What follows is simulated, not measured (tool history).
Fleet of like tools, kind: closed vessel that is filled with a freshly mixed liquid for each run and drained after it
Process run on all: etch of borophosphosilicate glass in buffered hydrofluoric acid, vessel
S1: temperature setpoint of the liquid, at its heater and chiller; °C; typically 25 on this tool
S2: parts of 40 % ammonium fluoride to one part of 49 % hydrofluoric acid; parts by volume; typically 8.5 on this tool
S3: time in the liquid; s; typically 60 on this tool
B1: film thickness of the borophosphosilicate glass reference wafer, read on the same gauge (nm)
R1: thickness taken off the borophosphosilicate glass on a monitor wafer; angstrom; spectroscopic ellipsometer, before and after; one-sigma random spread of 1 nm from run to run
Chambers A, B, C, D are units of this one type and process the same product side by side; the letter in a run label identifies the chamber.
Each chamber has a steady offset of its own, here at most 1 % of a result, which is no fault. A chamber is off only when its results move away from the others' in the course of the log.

| run | hour | S1 | S2 | S3 | B1 | R1 |
|---|---|---|---|---|---|---|
| 1A | 4.6 | 25 | 8.5 | 60 | 60.004 | 2179.1 |
| 2C | 9.3 | 25 | 8.5 | 60 | 60.007 | 2206.2 |
| 3D | 13.8 | 25 | 8.5 | 60 | 59.986 | 2168.4 |
| 4B | 17.1 | 25 | 8.5 | 60 | 59.991 | 2152.9 |
| 5A | 21.2 | 25 | 8.5 | 60 | 60.003 | 2186.3 |
| 6C | 27 | 25 | 8.5 | 60 | 59.976 | 2186.2 |
| 7B | 31.9 | 25 | 8.5 | 60 | 59.966 | 2177.6 |
| 8D | 37 | 25 | 8.5 | 60 | 60.024 | 2161.8 |
| 9B | 40.1 | 25 | 8.5 | 60 | 59.979 | 2163.3 |
| 10A | 45.7 | 27.5 | 8.5 | 95 | 60.025 | 3972.5 |
| 11D | 52.5 | 27.5 | 8.5 | 95 | 60.043 | 3907 |
| 12C | 56.2 | 27.5 | 8.5 | 95 | 60.001 | 3945 |
| 13C | 60.1 | 27.5 | 8.5 | 95 | 60.009 | 3997.7 |
| 14A | 64.6 | 25 | 8.5 | 60 | 60.016 | 2185.2 |
| 15B | 70.1 | 25 | 8.5 | 60 | 59.974 | 2173.4 |
| 16D | 74.4 | 25 | 8.5 | 60 | 60.039 | 2169.1 |
| 17A | 79.3 | 25 | 8.5 | 60 | 59.994 | 2186.6 |
| 18B | 84.3 | 25 | 8.5 | 60 | 59.964 | 2158.3 |
| 19D | 89.9 | 25 | 8.5 | 60 | 59.965 | 2182.8 |
| 20C | 95.2 | 25 | 8.5 | 60 | 60.001 | 2183.5 |
| 21D | 99.1 | 25 | 8.5 | 60 | 59.99 | 2147.8 |
| 22A | 104.3 | 25 | 8.5 | 60 | 60.018 | 2172 |
| 23B | 111 | 25 | 8.5 | 60 | 60.022 | 2159.9 |
| 24C | 116.4 | 25 | 8.5 | 60 | 60.012 | 2199.9 |
| 25A | 119.9 | 21.5 | 12 | 60 | 59.973 | 1324.3 |
| 26B | 126.8 | 21.5 | 12 | 60 | 60.006 | 1326.3 |
| 27C | 133.4 | 21.5 | 12 | 60 | 60.037 | 1315 |
| 28D | 140 | 21.5 | 12 | 60 | 59.987 | 1318.6 |
| 29C | 144.3 | 25 | 8.5 | 60 | 59.999 | 2181.1 |
| 30B | 147.6 | 25 | 8.5 | 60 | 59.99 | 2160.3 |
| 31A | 151.4 | 25 | 8.5 | 60 | 60.002 | 2197.4 |
| 32D | 156.5 | 25 | 8.5 | 60 | 60 | 2156.4 |
| 33A | 162.3 | 25 | 10 | 60 | 59.971 | 1914.8 |
| 34D | 166.7 | 25 | 10 | 60 | 59.991 | 1890.8 |
| 35B | 172.8 | 25 | 10 | 60 | 59.951 | 1890.1 |
| 36C | 176.9 | 25 | 10 | 60 | 59.979 | 1926.3 |
| 37B | 182.2 | 25 | 8.5 | 60 | 60.011 | 2164.3 |
| 38C | 186 | 25 | 8.5 | 60 | 60.036 | 2176.5 |
| 39D | 189.5 | 25 | 8.5 | 60 | 60.031 | 2161.5 |

Is one chamber off against the others, does the gauge drift, or is nothing wrong? If a chamber is off, say which, and what the likeliest cause is.

No chamber stands off beyond its own small offset, and the gauge holds steady.

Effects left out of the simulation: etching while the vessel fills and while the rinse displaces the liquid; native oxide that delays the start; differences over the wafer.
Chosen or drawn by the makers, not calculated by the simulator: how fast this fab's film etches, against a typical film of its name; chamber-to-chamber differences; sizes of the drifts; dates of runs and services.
